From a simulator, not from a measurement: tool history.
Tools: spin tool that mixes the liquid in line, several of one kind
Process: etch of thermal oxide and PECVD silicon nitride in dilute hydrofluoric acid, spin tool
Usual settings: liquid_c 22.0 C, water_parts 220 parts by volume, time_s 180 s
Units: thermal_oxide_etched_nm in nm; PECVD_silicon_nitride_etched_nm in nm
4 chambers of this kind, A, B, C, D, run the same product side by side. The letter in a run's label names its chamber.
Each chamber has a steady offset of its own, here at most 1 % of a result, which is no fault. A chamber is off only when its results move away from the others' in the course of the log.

run,hour,liquid_c,water_parts,time_s,hours since the thermometer was replaced,hours since the hydrofluoric acid flow meter was replaced,"read-back film thickness of the thermal oxide reference wafer, read on the same gauge (nm)","read-back film thickness of the PECVD silicon nitride reference wafer, read on the same gauge (nm)",thermal_oxide_etched_nm,PECVD_silicon_nitride_etched_nm
1B,9.2,22.0,220,180,913.9,288.3,119.96,49.997,3.1912,1.19070
2A,14.4,22.0,220,180,559.3,724.6,119.98,49.989,3.1805,1.24700
3D,22.5,22.0,220,180,838.9,460.3,120.01,49.970,3.1759,1.26210
4C,31.8,22.0,220,180,462.6,77.0,120.03,49.990,3.1311,1.23820
5A,40.9,22.0,220,180,585.8,751.1,120.01,50.005,3.1086,1.20030
6B,51.8,22.0,220,180,956.5,330.9,120.02,50.005,3.2167,1.23490
7C,57.8,19.5,220,100,488.6,103.0,120.00,50.015,1.6062,0.60813
8D,68.4,19.5,220,100,884.8,506.2,120.01,49.976,1.6025,0.60175
9C,76.7,19.5,220,100,507.5,121.9,119.95,50.016,1.6166,0.57994
10A,81.8,19.5,220,100,626.7,792.0,120.04,49.999,1.5941,0.59683
11D,92.3,22.0,220,180,908.7,530.1,119.98,50.014,3.1677,1.25110
# hour 101.7: chamber A: hydrofluoric acid flow meter replaced
12B,102.5,22.0,220,180,1007.2,381.6,120.05,50.000,3.1528,1.22630
13D,110.1,18.0,220,180,926.5,547.9,120.01,50.013,2.7911,0.98095
14B,116.4,18.0,220,180,1021.1,395.5,119.98,50.038,2.7238,0.95009
15A,123.6,18.0,220,180,668.5,21.9,120.03,49.984,2.7088,0.96952
16C,128.4,18.0,220,180,559.2,173.6,120.00,49.954,2.7556,0.94082
17D,136.4,22.0,220,180,952.8,574.2,119.95,50.023,3.2273,1.24450
18B,145.2,22.0,220,180,1049.9,424.3,120.02,49.986,3.2102,1.24800
19C,150.5,22.0,120,215,581.3,195.7,120.01,49.987,7.7681,2.69300
20A,158.0,22.0,120,215,702.9,56.3,119.98,49.996,7.6367,2.71950
21D,162.8,22.0,120,215,979.2,600.6,120.01,49.991,7.9274,2.83470
22C,170.2,22.0,120,215,601.0,215.4,119.99,50.012,7.6309,2.71570
23A,176.1,22.0,220,180,721.0,74.4,120.04,50.002,3.1563,1.24190
24B,182.9,22.0,220,180,1087.6,462.0,120.01,49.956,3.1954,1.25980
25B,187.9,22.0,220,180,1092.6,467.0,120.00,50.027,3.2095,1.24930
26C,193.2,22.0,220,180,624.0,238.4,119.98,50.033,3.2145,1.25800
27A,199.6,22.0,220,180,744.5,97.9,120.04,49.995,3.1339,1.25890
28D,208.2,22.0,220,140,1024.6,646.0,119.98,50.008,2.6625,0.99171
29D,215.9,22.0,220,140,1032.3,653.7,120.03,49.986,2.6464,0.99862
30C,220.9,22.0,220,140,651.7,266.1,120.02,49.990,2.4647,0.97599
31B,226.2,22.0,220,140,1130.9,505.3,120.00,49.980,2.4419,0.96587
32A,236.9,22.0,220,180,781.8,135.2,120.00,49.980,3.2320,1.24260
33A,247.2,22.0,220,180,792.1,145.5,119.98,49.996,3.1951,1.26130
34D,258.2,22.0,220,180,1074.6,696.0,120.04,49.983,3.4784,1.32520
35B,264.5,22.0,220,180,1169.2,543.6,120.06,50.003,3.1842,1.20900
36C,272.4,22.0,220,180,703.2,317.6,119.98,50.022,3.1938,1.26740

Next, every chamber runs the same settings. What will each give?
37A,280.3,22.0,295,180,,,,,?,?
37B,280.3,22.0,295,180,,,,,?,?
37C,280.3,22.0,295,180,,,,,?,?
37D,280.3,22.0,295,180,,,,,?,?

run,thermal_oxide_etched_nm,PECVD_silicon_nitride_etched_nm
37A,2.2156,0.93521
37B,2.2028,0.94701
37C,2.2430,0.92329
37D,2.4648,0.98373

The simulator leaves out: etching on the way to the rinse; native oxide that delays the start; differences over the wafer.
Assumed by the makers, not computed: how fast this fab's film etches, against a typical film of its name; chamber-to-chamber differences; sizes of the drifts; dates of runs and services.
